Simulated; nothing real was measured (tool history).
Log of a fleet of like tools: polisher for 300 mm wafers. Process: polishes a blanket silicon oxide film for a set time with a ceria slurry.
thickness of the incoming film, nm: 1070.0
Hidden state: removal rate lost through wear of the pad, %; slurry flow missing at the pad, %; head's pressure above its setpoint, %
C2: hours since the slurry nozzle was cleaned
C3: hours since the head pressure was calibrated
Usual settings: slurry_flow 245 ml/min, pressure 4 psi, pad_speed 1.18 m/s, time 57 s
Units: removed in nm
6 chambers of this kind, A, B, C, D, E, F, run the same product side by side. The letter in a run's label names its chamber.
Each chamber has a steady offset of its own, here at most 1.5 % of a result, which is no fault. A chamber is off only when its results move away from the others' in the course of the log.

run 1B hour=8.1 | slurry_flow=245 pressure=4 pad_speed=1.18 time=57 | wafers_polished_on_this_pad=264 C2=98 C3=12.3 | removed=383.52
-- hour=12.1 chamber A: slurry nozzle cleaned
run 2E hour=17 | slurry_flow=245 pressure=4 pad_speed=1.18 time=57 | wafers_polished_on_this_pad=798 C2=88 C3=342.5 | removed=385.3
-- hour=19.2 chamber A: worn pad replaced by a new one
-- hour=21.3 chamber C: worn pad replaced by a new one
-- hour=22.6 chamber D: worn pad replaced by a new one
run 3A hour=26.1 | slurry_flow=245 pressure=4 pad_speed=1.18 time=57 | wafers_polished_on_this_pad=86 C2=14 C3=224.6 | removed=393.42
run 4C hour=31.6 | slurry_flow=245 pressure=4 pad_speed=1.18 time=57 | wafers_polished_on_this_pad=128 C2=354.9 C3=1024.3 | removed=382.84
-- hour=33.8 chamber F: worn pad replaced by a new one
run 5F hour=41.6 | slurry_flow=245 pressure=4 pad_speed=1.18 time=57 | wafers_polished_on_this_pad=96 C2=241.9 C3=844.3 | removed=377.53
-- hour=44.6 chamber E: worn pad replaced by a new one
run 6D hour=52.2 | slurry_flow=245 pressure=4 pad_speed=1.18 time=57 | wafers_polished_on_this_pad=366 C2=113.2 C3=577 | removed=378.55
run 7B hour=61.2 | slurry_flow=245 pressure=4 pad_speed=1.18 time=57 | wafers_polished_on_this_pad=922 C2=151.1 C3=65.4 | removed=395.91
run 8F hour=66.1 | slurry_flow=245 pressure=4 pad_speed=1.18 time=57 | wafers_polished_on_this_pad=400 C2=266.4 C3=868.8 | removed=390.79
-- hour=69 chamber D: worn pad replaced by a new one
-- hour=69.2 chamber A: worn pad replaced by a new one
run 9A hour=71.5 | slurry_flow=245 pressure=4 pad_speed=0.82 time=57 | wafers_polished_on_this_pad=29 C2=59.4 C3=270 | removed=275.63
run 10C hour=76.6 | slurry_flow=245 pressure=4 pad_speed=0.82 time=57 | wafers_polished_on_this_pad=685 C2=399.9 C3=1069.3 | removed=263.63
-- hour=87 chamber A: head pressure recalibrated
run 11D hour=87.2 | slurry_flow=245 pressure=4 pad_speed=0.82 time=57 | wafers_polished_on_this_pad=226 C2=148.2 C3=612 | removed=268.44
run 12E hour=94.8 | slurry_flow=245 pressure=4 pad_speed=0.82 time=57 | wafers_polished_on_this_pad=622 C2=165.8 C3=420.3 | removed=263.86
-- hour=102 chamber C: head pressure recalibrated
run 13E hour=105.2 | slurry_flow=245 pressure=4 pad_speed=0.82 time=57 | wafers_polished_on_this_pad=751 C2=176.2 C3=430.7 | removed=265.47
run 14A hour=110.9 | slurry_flow=245 pressure=4 pad_speed=0.82 time=57 | wafers_polished_on_this_pad=516 C2=98.8 C3=24 | removed=274.9
-- hour=114.7 chamber B: worn pad replaced by a new one
run 15F hour=117.1 | slurry_flow=280 pressure=5 pad_speed=1.18 time=57 | wafers_polished_on_this_pad=1031 C2=317.4 C3=919.8 | removed=483.28
run 16C hour=124 | slurry_flow=280 pressure=5 pad_speed=1.18 time=57 | wafers_polished_on_this_pad=1271 C2=447.3 C3=22 | removed=477.07
-- hour=126.8 chamber D: worn pad replaced by a new one
-- hour=128.4 chamber A: worn pad replaced by a new one
run 17B hour=132.4 | slurry_flow=280 pressure=5 pad_speed=1.18 time=57 | wafers_polished_on_this_pad=219 C2=222.3 C3=136.6 | removed=491.42
-- hour=139.3 chamber D: head pressure recalibrated
-- hour=140.2 chamber C: worn pad replaced by a new one
run 18D hour=141.3 | slurry_flow=280 pressure=5 pad_speed=1.18 time=57 | wafers_polished_on_this_pad=180 C2=202.3 C3=2.1 | removed=491.36
-- hour=146.9 chamber E: worn pad replaced by a new one
run 19D hour=147.9 | slurry_flow=280 pressure=5 pad_speed=1.18 time=57 | wafers_polished_on_this_pad=261 C2=208.9 C3=8.7 | removed=490.03
-- hour=150.8 chamber F: worn pad replaced by a new one
run 20C hour=158.6 | slurry_flow=280 pressure=5 pad_speed=1.18 time=57 | wafers_polished_on_this_pad=228 C2=481.9 C3=56.6 | removed=481.76
run 21A hour=163.4 | slurry_flow=245 pressure=4 pad_speed=1.18 time=57 | wafers_polished_on_this_pad=433 C2=151.3 C3=76.5 | removed=381.36
run 22B hour=168.8 | slurry_flow=245 pressure=4 pad_speed=1.18 time=57 | wafers_polished_on_this_pad=669 C2=258.7 C3=173 | removed=389.63
run 23E hour=175 | slurry_flow=245 pressure=4 pad_speed=1.18 time=47 | wafers_polished_on_this_pad=348 C2=246 C3=500.5 | removed=313.86
run 24F hour=181.7 | slurry_flow=245 pressure=4 pad_speed=1.18 time=47 | wafers_polished_on_this_pad=382 C2=382 C3=984.4 | removed=305.82
-- hour=185.5 chamber A: worn pad replaced by a new one
-- hour=186.5 chamber D: worn pad replaced by a new one
run 25B hour=187.3 | slurry_flow=245 pressure=4 pad_speed=1.18 time=47 | wafers_polished_on_this_pad=898 C2=277.2 C3=191.5 | removed=318.85
-- hour=191.5 chamber C: slurry nozzle cleaned
run 26C hour=193.1 | slurry_flow=245 pressure=4 pad_speed=1.18 time=47 | wafers_polished_on_this_pad=655 C2=1.7 C3=91.1 | removed=313.34
run 27A hour=198.4 | slurry_flow=245 pressure=4 pad_speed=1.18 time=47 | wafers_polished_on_this_pad=160 C2=186.3 C3=111.5 | removed=321.47
run 28D hour=206.5 | slurry_flow=245 pressure=4 pad_speed=1.18 time=47 | wafers_polished_on_this_pad=248 C2=267.5 C3=67.3 | removed=317.24
run 29F hour=216.7 | slurry_flow=245 pressure=4 pad_speed=1.18 time=57 | wafers_polished_on_this_pad=816 C2=417 C3=1019.4 | removed=386.15
run 30E hour=221.6 | slurry_flow=245 pressure=4 pad_speed=1.18 time=57 | wafers_polished_on_this_pad=924 C2=292.6 C3=547.1 | removed=380.16
run 31A hour=227.8 | slurry_flow=245 pressure=4 pad_speed=1.18 time=57 | wafers_polished_on_this_pad=524 C2=215.7 C3=140.9 | removed=387.51
run 32E hour=233 | slurry_flow=245 pressure=4 pad_speed=1.18 time=57 | wafers_polished_on_this_pad=1065 C2=304 C3=558.5 | removed=375.19
-- hour=236 chamber B: worn pad replaced by a new one
-- hour=237.5 chamber D: worn pad replaced by a new one
run 33D hour=238.6 | slurry_flow=245 pressure=4 pad_speed=1.18 time=57 | wafers_polished_on_this_pad=14 C2=299.6 C3=99.4 | removed=386.98
run 34C hour=243.6 | slurry_flow=245 pressure=4 pad_speed=1.18 time=57 | wafers_polished_on_this_pad=1280 C2=52.2 C3=141.6 | removed=382.26
-- hour=245.5 chamber F: worn pad replaced by a new one
-- hour=245.8 chamber F: head pressure recalibrated
run 35F hour=253.7 | slurry_flow=245 pressure=4 pad_speed=1.18 time=57 | wafers_polished_on_this_pad=102 C2=454 C3=8 | removed=390.89
run 36B hour=262.4 | slurry_flow=245 pressure=4 pad_speed=1.18 time=57 | wafers_polished_on_this_pad=326 C2=352.3 C3=266.6 | removed=389.96

All 6 chambers run these settings next. Forecast each chamber's results:
run 37A hour=270.3 | slurry_flow=245 pressure=3.4 pad_speed=1.18 time=57 | removed=?
run 37B hour=270.3 | slurry_flow=245 pressure=3.4 pad_speed=1.18 time=57 | removed=?
run 37C hour=270.3 | slurry_flow=245 pressure=3.4 pad_speed=1.18 time=57 | removed=?
run 37D hour=270.3 | slurry_flow=245 pressure=3.4 pad_speed=1.18 time=57 | removed=?
run 37E hour=270.3 | slurry_flow=245 pressure=3.4 pad_speed=1.18 time=57 | removed=?
run 37F hour=270.3 | slurry_flow=245 pressure=3.4 pad_speed=1.18 time=57 | removed=?

run=37A removed=328.76
run=37B removed=332.72
run=37C removed=320.42
run=37D removed=324.33
run=37E removed=328.31
run=37F removed=329.59
